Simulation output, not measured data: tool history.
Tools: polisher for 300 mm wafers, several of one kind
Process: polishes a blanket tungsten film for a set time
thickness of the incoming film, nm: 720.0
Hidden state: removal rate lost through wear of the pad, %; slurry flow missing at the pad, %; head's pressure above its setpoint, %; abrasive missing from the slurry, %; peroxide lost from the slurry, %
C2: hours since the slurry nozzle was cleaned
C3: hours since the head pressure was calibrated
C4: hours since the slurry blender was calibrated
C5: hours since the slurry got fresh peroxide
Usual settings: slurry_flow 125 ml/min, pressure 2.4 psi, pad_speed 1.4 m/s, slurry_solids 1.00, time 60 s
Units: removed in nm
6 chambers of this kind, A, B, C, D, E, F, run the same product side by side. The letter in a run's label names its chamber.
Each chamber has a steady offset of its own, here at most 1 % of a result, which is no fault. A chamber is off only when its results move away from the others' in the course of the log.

{"day": 0.112, "done": "chamber C: worn pad replaced by a new one"}
{"day": 0.212, "done": "chamber E: slurry tank refilled with fresh slurry and peroxide"}
{"day": 0.35, "done": "chamber C: slurry blender recalibrated"}
{"day": 0.35, "done": "chamber D: head pressure recalibrated"}
{"run": "1B", "day": 0.446, "slurry_flow": 125, "pressure": 2.4, "pad_speed": 1.4, "slurry_solids": 1.0, "time": 60, "wafers polished on this pad": 220, "C2": 147.3, "C3": 167.3, "C4": 25.0, "C5": 34.2, "removed": 272.07}
{"day": 0.838, "done": "chamber F: slurry blender recalibrated"}
{"day": 1.083, "done": "chamber E: worn pad replaced by a new one"}
{"day": 1.096, "done": "chamber F: worn pad replaced by a new one"}
{"run": "2A", "day": 1.096, "slurry_flow": 125, "pressure": 2.4, "pad_speed": 1.4, "slurry_solids": 1.0, "time": 60, "wafers polished on this pad": 498, "C2": 339.4, "C3": 798.2, "C4": 46.2, "C5": 201.7, "removed": 267.68}
{"day": 1.575, "done": "chamber A: slurry tank refilled with fresh slurry and peroxide"}
{"run": "3F", "day": 1.654, "slurry_flow": 125, "pressure": 2.4, "pad_speed": 1.4, "slurry_solids": 1.0, "time": 60, "wafers polished on this pad": 91, "C2": 107.4, "C3": 702.5, "C4": 19.7, "C5": 127.8, "removed": 271.17}
{"day": 2.029, "done": "chamber C: slurry tank refilled with fresh slurry and peroxide"}
{"day": 2.067, "done": "chamber D: slurry tank refilled with fresh slurry and peroxide"}
{"day": 2.142, "done": "chamber A: worn pad replaced by a new one"}
{"run": "4C", "day": 2.254, "slurry_flow": 125, "pressure": 2.4, "pad_speed": 1.4, "slurry_solids": 1.0, "time": 60, "wafers polished on this pad": 351, "C2": 62.1, "C3": 755.8, "C4": 45.8, "C5": 5.4, "removed": 279.42}
{"run": "5D", "day": 2.829, "slurry_flow": 125, "pressure": 2.4, "pad_speed": 1.4, "slurry_solids": 1.0, "time": 60, "wafers polished on this pad": 584, "C2": 97.8, "C3": 59.6, "C4": 200.6, "C5": 18.3, "removed": 282.06}
{"day": 2.983, "done": "chamber D: worn pad replaced by a new one"}
{"run": "6E", "day": 3.383, "slurry_flow": 125, "pressure": 2.4, "pad_speed": 1.4, "slurry_solids": 1.0, "time": 60, "wafers polished on this pad": 378, "C2": 663.0, "C3": 436.5, "C4": 330.5, "C5": 76.2, "removed": 268.56}
{"day": 3.854, "done": "chamber B: worn pad replaced by a new one"}
{"day": 3.892, "done": "chamber C: worn pad replaced by a new one"}
{"run": "7D", "day": 4.029, "slurry_flow": 125, "pressure": 2.4, "pad_speed": 1.4, "slurry_solids": 1.0, "time": 60, "wafers polished on this pad": 172, "C2": 126.6, "C3": 88.4, "C4": 229.4, "C5": 47.1, "removed": 275.37}
{"day": 4.075, "done": "chamber E: slurry tank refilled with fresh slurry and peroxide"}
{"run": "8B", "day": 4.462, "slurry_flow": 125, "pressure": 2.4, "pad_speed": 1.4, "slurry_solids": 1.0, "time": 60, "wafers polished on this pad": 100, "C2": 243.7, "C3": 263.7, "C4": 121.4, "C5": 130.6, "removed": 278.38}
{"day": 4.542, "done": "chamber F: slurry tank refilled with fresh slurry and peroxide"}
{"day": 4.662, "done": "chamber E: slurry blender recalibrated"}
{"day": 4.7, "done": "chamber B: slurry blender recalibrated"}
{"run": "9A", "day": 4.796, "slurry_flow": 165, "pressure": 2.4, "pad_speed": 1.4, "slurry_solids": 0.8, "time": 60, "wafers polished on this pad": 436, "C2": 428.2, "C3": 887.0, "C4": 135.0, "C5": 77.4, "removed": 272.41}
{"run": "10F", "day": 5.258, "slurry_flow": 165, "pressure": 2.4, "pad_speed": 1.4, "slurry_solids": 0.8, "time": 60, "wafers polished on this pad": 683, "C2": 193.9, "C3": 789.0, "C4": 106.2, "C5": 17.2, "removed": 275.95}
{"day": 5.421, "done": "chamber E: worn pad replaced by a new one"}
{"day": 5.446, "done": "chamber A: head pressure recalibrated"}
{"day": 5.783, "done": "chamber C: slurry tank refilled with fresh slurry and peroxide"}
{"run": "11C", "day": 5.9, "slurry_flow": 165, "pressure": 2.4, "pad_speed": 1.4, "slurry_solids": 0.8, "time": 60, "wafers polished on this pad": 329, "C2": 149.6, "C3": 843.3, "C4": 133.3, "C5": 2.8, "removed": 270.04}
{"day": 6.083, "done": "chamber B: slurry tank refilled with fresh slurry and peroxide"}
{"run": "12E", "day": 6.225, "slurry_flow": 165, "pressure": 2.4, "pad_speed": 1.4, "slurry_solids": 0.8, "time": 60, "wafers polished on this pad": 132, "C2": 731.2, "C3": 504.7, "C4": 37.5, "C5": 51.7, "removed": 275.08}
{"day": 6.538, "done": "chamber F: slurry blender recalibrated"}
{"day": 6.554, "done": "chamber A: worn pad replaced by a new one"}
{"day": 6.567, "done": "chamber D: worn pad replaced by a new one"}
{"run": "13B", "day": 6.783, "slurry_flow": 165, "pressure": 2.4, "pad_speed": 1.4, "slurry_solids": 0.8, "time": 60, "wafers polished on this pad": 481, "C2": 299.4, "C3": 319.4, "C4": 50.1, "C5": 16.9, "removed": 282.42}
{"run": "14F", "day": 7.071, "slurry_flow": 165, "pressure": 2.4, "pad_speed": 1.4, "slurry_solids": 0.8, "time": 60, "wafers polished on this pad": 981, "C2": 237.4, "C3": 832.5, "C4": 12.9, "C5": 60.7, "removed": 272.23}
{"day": 7.158, "done": "chamber D: slurry blender recalibrated"}
{"day": 7.312, "done": "chamber F: worn pad replaced by a new one"}
{"day": 7.442, "done": "chamber C: worn pad replaced by a new one"}
{"day": 7.496, "done": "chamber A: slurry blender recalibrated"}
{"day": 7.504, "done": "chamber E: slurry tank refilled with fresh slurry and peroxide"}
{"day": 7.542, "done": "chamber F: head pressure recalibrated"}
{"day": 7.596, "done": "chamber D: slurry tank refilled with fresh slurry and peroxide"}
{"run": "15A", "day": 7.625, "slurry_flow": 125, "pressure": 2.4, "pad_speed": 1.4, "slurry_solids": 1.0, "time": 60, "wafers polished on this pad": 176, "C2": 496.1, "C3": 52.4, "C4": 3.2, "C5": 145.3, "removed": 272.52}
{"day": 8.212, "done": "chamber C: slurry blender recalibrated"}
{"run": "16D", "day": 8.242, "slurry_flow": 125, "pressure": 2.4, "pad_speed": 1.4, "slurry_solids": 1.0, "time": 60, "wafers polished on this pad": 275, "C2": 227.7, "C3": 189.5, "C4": 26.1, "C5": 15.5, "removed": 274.85}
{"day": 8.342, "done": "chamber B: worn pad replaced by a new one"}
{"run": "17E", "day": 8.754, "slurry_flow": 125, "pressure": 2.4, "pad_speed": 1.4, "slurry_solids": 1.0, "time": 60, "wafers polished on this pad": 547, "C2": 791.9, "C3": 565.4, "C4": 98.2, "C5": 30.0, "removed": 269.88}
{"day": 8.875, "done": "chamber E: worn pad replaced by a new one"}
{"day": 9.029, "done": "chamber B: slurry blender recalibrated"}
{"run": "18C", "day": 9.188, "slurry_flow": 125, "pressure": 2.4, "pad_speed": 1.4, "slurry_solids": 1.0, "time": 60, "wafers polished on this pad": 287, "C2": 228.5, "C3": 922.2, "C4": 23.5, "C5": 81.7, "removed": 273.77}
{"day": 9.375, "done": "chamber C: slurry tank refilled with fresh slurry and peroxide"}
{"run": "19A", "day": 9.738, "slurry_flow": 125, "pressure": 2.4, "pad_speed": 1.4, "slurry_solids": 1.0, "time": 60, "wafers polished on this pad": 523, "C2": 546.8, "C3": 103.1, "C4": 53.9, "C5": 196.0, "removed": 267.77}
{"day": 9.838, "done": "chamber A: slurry tank refilled with fresh slurry and peroxide"}
{"run": "20B", "day": 10.067, "slurry_flow": 125, "pressure": 2.4, "pad_speed": 1.4, "slurry_solids": 1.0, "time": 60, "wafers polished on this pad": 283, "C2": 378.2, "C3": 398.2, "C4": 24.9, "C5": 95.7, "removed": 271.89}
{"day": 10.221, "done": "chamber D: worn pad replaced by a new one"}
{"day": 10.338, "done": "chamber A: worn pad replaced by a new one"}
{"day": 10.638, "done": "chamber E: slurry nozzle cleaned"}
{"day": 10.642, "done": "chamber C: worn pad replaced by a new one"}
{"run": "21D", "day": 10.65, "slurry_flow": 125, "pressure": 2.4, "pad_speed": 1.4, "slurry_solids": 1.0, "time": 60, "wafers polished on this pad": 70, "C2": 285.5, "C3": 247.3, "C4": 83.9, "C5": 73.3, "removed": 270.0}
{"day": 10.792, "done": "chamber E: slurry tank refilled with fresh slurry and peroxide"}
{"day": 10.925, "done": "chamber A: slurry nozzle cleaned"}
{"run": "22C", "day": 11.233, "slurry_flow": 125, "pressure": 2.4, "pad_speed": 1.4, "slurry_solids": 1.0, "time": 60, "wafers polished on this pad": 97, "C2": 277.6, "C3": 971.3, "C4": 72.6, "C5": 44.7, "removed": 274.78}
{"day": 11.467, "done": "chamber C: slurry nozzle cleaned"}
{"run": "23F", "day": 11.821, "slurry_flow": 125, "pressure": 2.8, "pad_speed": 1.4, "slurry_solids": 1.15, "time": 60, "wafers polished on this pad": 740, "C2": 351.4, "C3": 102.7, "C4": 126.9, "C5": 174.7, "removed": 329.63}
{"run": "24E", "day": 12.146, "slurry_flow": 125, "pressure": 2.8, "pad_speed": 1.4, "slurry_solids": 1.15, "time": 60, "wafers polished on this pad": 537, "C2": 36.3, "C3": 646.8, "C4": 179.6, "C5": 32.6, "removed": 331.94}
{"day": 12.458, "done": "chamber F: slurry blender recalibrated"}
{"day": 12.512, "done": "chamber D: slurry tank refilled with fresh slurry and peroxide"}
{"run": "25B", "day": 12.567, "slurry_flow": 125, "pressure": 2.8, "pad_speed": 1.4, "slurry_solids": 1.15, "time": 60, "wafers polished on this pad": 694, "C2": 438.2, "C3": 458.2, "C4": 84.9, "C5": 155.7, "removed": 327.85}
{"day": 12.729, "done": "chamber E: worn pad replaced by a new one"}
{"day": 12.742, "done": "chamber F: slurry tank refilled with fresh slurry and peroxide"}
{"day": 12.767, "done": "chamber C: slurry tank refilled with fresh slurry and peroxide"}
{"run": "26C", "day": 12.85, "slurry_flow": 125, "pressure": 2.8, "pad_speed": 1.4, "slurry_solids": 1.15, "time": 60, "wafers polished on this pad": 363, "C2": 33.2, "C3": 1010.1, "C4": 111.4, "C5": 2.0, "removed": 333.65}
{"day": 13.271, "done": "chamber B: worn pad replaced by a new one"}
{"day": 13.3, "done": "chamber B: slurry blender recalibrated"}
{"run": "27A", "day": 13.408, "slurry_flow": 125, "pressure": 2.8, "pad_speed": 1.4, "slurry_solids": 1.15, "time": 60, "wafers polished on this pad": 504, "C2": 59.6, "C3": 191.2, "C4": 142.0, "C5": 85.7, "removed": 330.4}
{"day": 13.554, "done": "chamber D: worn pad replaced by a new one"}
{"run": "28D", "day": 13.817, "slurry_flow": 125, "pressure": 2.8, "pad_speed": 1.4, "slurry_solids": 1.15, "time": 60, "wafers polished on this pad": 43, "C2": 361.5, "C3": 323.3, "C4": 159.9, "C5": 31.4, "removed": 331.52}
{"day": 13.967, "done": "chamber F: slurry nozzle cleaned"}
{"day": 14.158, "done": "chamber B: slurry tank refilled with fresh slurry and peroxide"}
{"run": "29E", "day": 14.338, "slurry_flow": 125, "pressure": 2.4, "pad_speed": 1.4, "slurry_solids": 1.0, "time": 60, "wafers polished on this pad": 264, "C2": 88.9, "C3": 699.4, "C4": 232.2, "C5": 85.2, "removed": 271.88}
{"day": 14.35, "done": "chamber A: worn pad replaced by a new one"}
{"day": 14.521, "done": "chamber C: worn pad replaced by a new one"}
{"run": "30F", "day": 14.904, "slurry_flow": 125, "pressure": 2.4, "pad_speed": 1.4, "slurry_solids": 1.0, "time": 60, "wafers polished on this pad": 1247, "C2": 22.6, "C3": 176.7, "C4": 58.8, "C5": 52.0, "removed": 276.34}
{"day": 15.012, "done": "chamber E: slurry tank refilled with fresh slurry and peroxide"}
{"day": 15.017, "done": "chamber C: slurry blender recalibrated"}
{"run": "31F", "day": 15.333, "slurry_flow": 125, "pressure": 2.4, "pad_speed": 1.4, "slurry_solids": 1.0, "time": 60, "wafers polished on this pad": 1317, "C2": 32.9, "C3": 187.0, "C4": 69.1, "C5": 62.3, "removed": 276.56}
{"run": "32B", "day": 15.929, "slurry_flow": 125, "pressure": 2.4, "pad_speed": 1.4, "slurry_solids": 1.0, "time": 60, "wafers polished on this pad": 437, "C2": 518.9, "C3": 538.9, "C4": 63.1, "C5": 42.6, "removed": 268.64}
{"day": 16.0, "done": "chamber A: slurry blender recalibrated"}
{"run": "33A", "day": 16.358, "slurry_flow": 125, "pressure": 2.4, "pad_speed": 1.4, "slurry_solids": 1.0, "time": 40, "wafers polished on this pad": 330, "C2": 130.4, "C3": 262.0, "C4": 8.6, "C5": 156.5, "removed": 179.93}
{"day": 16.404, "done": "chamber C: slurry tank refilled with fresh slurry and peroxide"}
{"day": 16.517, "done": "chamber B: head pressure recalibrated"}
{"run": "34C", "day": 16.742, "slurry_flow": 125, "pressure": 2.4, "pad_speed": 1.4, "slurry_solids": 1.0, "time": 40, "wafers polished on this pad": 365, "C2": 126.6, "C3": 1103.5, "C4": 41.5, "C5": 8.1, "removed": 182.48}
{"day": 16.967, "done": "chamber E: worn pad replaced by a new one"}
{"run": "35E", "day": 17.108, "slurry_flow": 125, "pressure": 2.4, "pad_speed": 1.4, "slurry_solids": 1.0, "time": 40, "wafers polished on this pad": 23, "C2": 155.4, "C3": 765.9, "C4": 298.7, "C5": 50.3, "removed": 180.24}
{"day": 17.508, "done": "chamber B: slurry blender recalibrated"}
{"run": "36D", "day": 17.567, "slurry_flow": 125, "pressure": 2.4, "pad_speed": 1.4, "slurry_solids": 1.0, "time": 40, "wafers polished on this pad": 659, "C2": 451.5, "C3": 413.3, "C4": 249.9, "C5": 121.4, "removed": 179.87}
{"day": 17.725, "done": "chamber B: worn pad replaced by a new one"}
{"run": "37B", "day": 17.921, "slurry_flow": 125, "pressure": 2.4, "pad_speed": 1.4, "slurry_solids": 1.0, "time": 40, "wafers polished on this pad": 32, "C2": 566.7, "C3": 33.7, "C4": 10.0, "C5": 90.4, "removed": 182.8}
{"day": 18.312, "done": "chamber E: slurry tank refilled with fresh slurry and peroxide"}
{"run": "38E", "day": 18.521, "slurry_flow": 125, "pressure": 2.4, "pad_speed": 1.4, "slurry_solids": 1.0, "time": 40, "wafers polished on this pad": 255, "C2": 189.3, "C3": 799.8, "C4": 332.6, "C5": 5.0, "removed": 181.18}

Next, every chamber runs the same settings. What will each give?
{"run": "39A", "day": 18.983, "slurry_flow": 125, "pressure": 2.4, "pad_speed": 1.4, "slurry_solids": 1.3, "time": 60, "removed": "?"}
{"run": "39B", "day": 18.983, "slurry_flow": 125, "pressure": 2.4, "pad_speed": 1.4, "slurry_solids": 1.3, "time": 60, "removed": "?"}
{"run": "39C", "day": 18.983, "slurry_flow": 125, "pressure": 2.4, "pad_speed": 1.4, "slurry_solids": 1.3, "time": 60, "removed": "?"}
{"run": "39D", "day": 18.983, "slurry_flow": 125, "pressure": 2.4, "pad_speed": 1.4, "slurry_solids": 1.3, "time": 60, "removed": "?"}
{"run": "39E", "day": 18.983, "slurry_flow": 125, "pressure": 2.4, "pad_speed": 1.4, "slurry_solids": 1.3, "time": 60, "removed": "?"}
{"run": "39F", "day": 18.983, "slurry_flow": 125, "pressure": 2.4, "pad_speed": 1.4, "slurry_solids": 1.3, "time": 60, "removed": "?"}

run=39A removed=289.51
run=39B removed=287.15
run=39C removed=293.94
run=39D removed=289.23
run=39E removed=283.20
run=39F removed=289.31
